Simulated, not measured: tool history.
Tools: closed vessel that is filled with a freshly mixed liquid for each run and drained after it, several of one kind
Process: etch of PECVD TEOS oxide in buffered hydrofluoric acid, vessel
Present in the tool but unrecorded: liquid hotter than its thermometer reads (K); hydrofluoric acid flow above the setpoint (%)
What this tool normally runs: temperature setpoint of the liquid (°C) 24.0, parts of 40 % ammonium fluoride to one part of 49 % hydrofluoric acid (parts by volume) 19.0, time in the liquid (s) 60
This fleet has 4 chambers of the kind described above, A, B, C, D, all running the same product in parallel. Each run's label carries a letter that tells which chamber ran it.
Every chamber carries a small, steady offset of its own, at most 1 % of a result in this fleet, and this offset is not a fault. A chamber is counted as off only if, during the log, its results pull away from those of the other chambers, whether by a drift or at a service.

| run | hour | temperature setpoint of the liquid (°C) | parts of 40 % ammonium fluoride to one part of 49 % hydrofluoric acid (parts by volume) | time in the liquid (s) | hours since the thermometer was replaced | hours since the hydrofluoric acid flow meter was replaced | read-back film thickness of the PECVD TEOS oxide reference wafer, read on the same gauge (nm) | thickness taken off the PECVD TEOS oxide on a monitor wafer (angstrom) |
|---|---|---|---|---|---|---|---|---|
| 1B | 7.1 | 24.0 | 19.0 | 60 | 57.6 | 431.7 | 110.01 | 824.33 |
| 2A | 12.0 | 24.0 | 19.0 | 60 | 319.3 | 878.9 | 110.00 | 813.54 |
| 3C | 18.7 | 24.0 | 19.0 | 60 | 2005.3 | 497.4 | 110.01 | 814.53 |
| 4D | 25.9 | 24.0 | 19.0 | 60 | 189.7 | 861.1 | 110.01 | 817.17 |
| 5A | 32.1 | 24.0 | 19.0 | 60 | 339.4 | 899.0 | 110.02 | 813.36 |
| 6C | 38.0 | 24.0 | 19.0 | 60 | 2024.6 | 516.7 | 110.00 | 811.25 |
| 7B | 46.1 | 24.0 | 19.0 | 60 | 96.6 | 470.7 | 110.02 | 823.83 |
| 8D | 53.9 | 24.0 | 19.0 | 60 | 217.7 | 889.1 | 110.01 | 814.50 |
| 9A | 58.0 | 24.0 | 19.0 | 60 | 365.3 | 924.9 | 109.99 | 821.09 |
| 10C | 62.9 | 24.0 | 19.0 | 60 | 2049.5 | 541.6 | 110.04 | 814.43 |
| 11B | 69.1 | 24.0 | 19.0 | 60 | 119.6 | 493.7 | 110.02 | 822.54 |
| 12D | 73.9 | 24.0 | 19.0 | 60 | 237.7 | 909.1 | 109.97 | 820.00 |
| 13D | 78.6 | 24.0 | 19.0 | 60 | 242.4 | 913.8 | 110.02 | 814.28 |
| 14A | 83.3 | 24.0 | 19.0 | 60 | 390.6 | 950.2 | 109.99 | 819.54 |
|  | 90.4 | chamber B: hydrofluoric acid flow meter replaced |
| 15B | 91.6 | 24.0 | 19.0 | 60 | 142.1 | 1.3 | 109.94 | 820.30 |
| 16C | 99.2 | 24.0 | 19.0 | 60 | 2085.8 | 577.9 | 110.00 | 811.13 |
| 17C | 106.6 | 24.0 | 19.0 | 60 | 2093.2 | 585.3 | 109.97 | 802.94 |
|  | 111.3 | chamber C: hydrofluoric acid flow meter replaced |
| 18A | 114.2 | 24.0 | 19.0 | 60 | 421.5 | 981.1 | 109.99 | 831.79 |
| 19D | 118.8 | 24.0 | 19.0 | 60 | 282.6 | 954.0 | 109.98 | 814.45 |
| 20B | 122.7 | 24.0 | 19.0 | 60 | 173.2 | 32.4 | 109.99 | 821.18 |
| 21A | 128.8 | 24.0 | 19.0 | 60 | 436.1 | 995.7 | 110.02 | 829.29 |
| 22B | 133.2 | 27.0 | 25.5 | 60 | 183.7 | 42.9 | 110.00 | 775.68 |
| 23D | 141.7 | 27.0 | 25.5 | 60 | 305.5 | 976.9 | 110.01 | 768.10 |
| 24C | 148.2 | 27.0 | 25.5 | 60 | 2134.8 | 36.9 | 110.03 | 768.23 |

Each of the 4 chambers runs these same settings next. Fill in every chamber's results:
| 25A | 154.5 | 22.5 | 19.0 | 60 |  |  |  | ? |
| 25B | 154.5 | 22.5 | 19.0 | 60 |  |  |  | ? |
| 25C | 154.5 | 22.5 | 19.0 | 60 |  |  |  | ? |
| 25D | 154.5 | 22.5 | 19.0 | 60 |  |  |  | ? |

| run | thickness taken off the PECVD TEOS oxide on a monitor wafer (angstrom) |
|---|---|
| 25A | 768.82 |
| 25B | 754.85 |
| 25C | 739.61 |
| 25D | 754.11 |
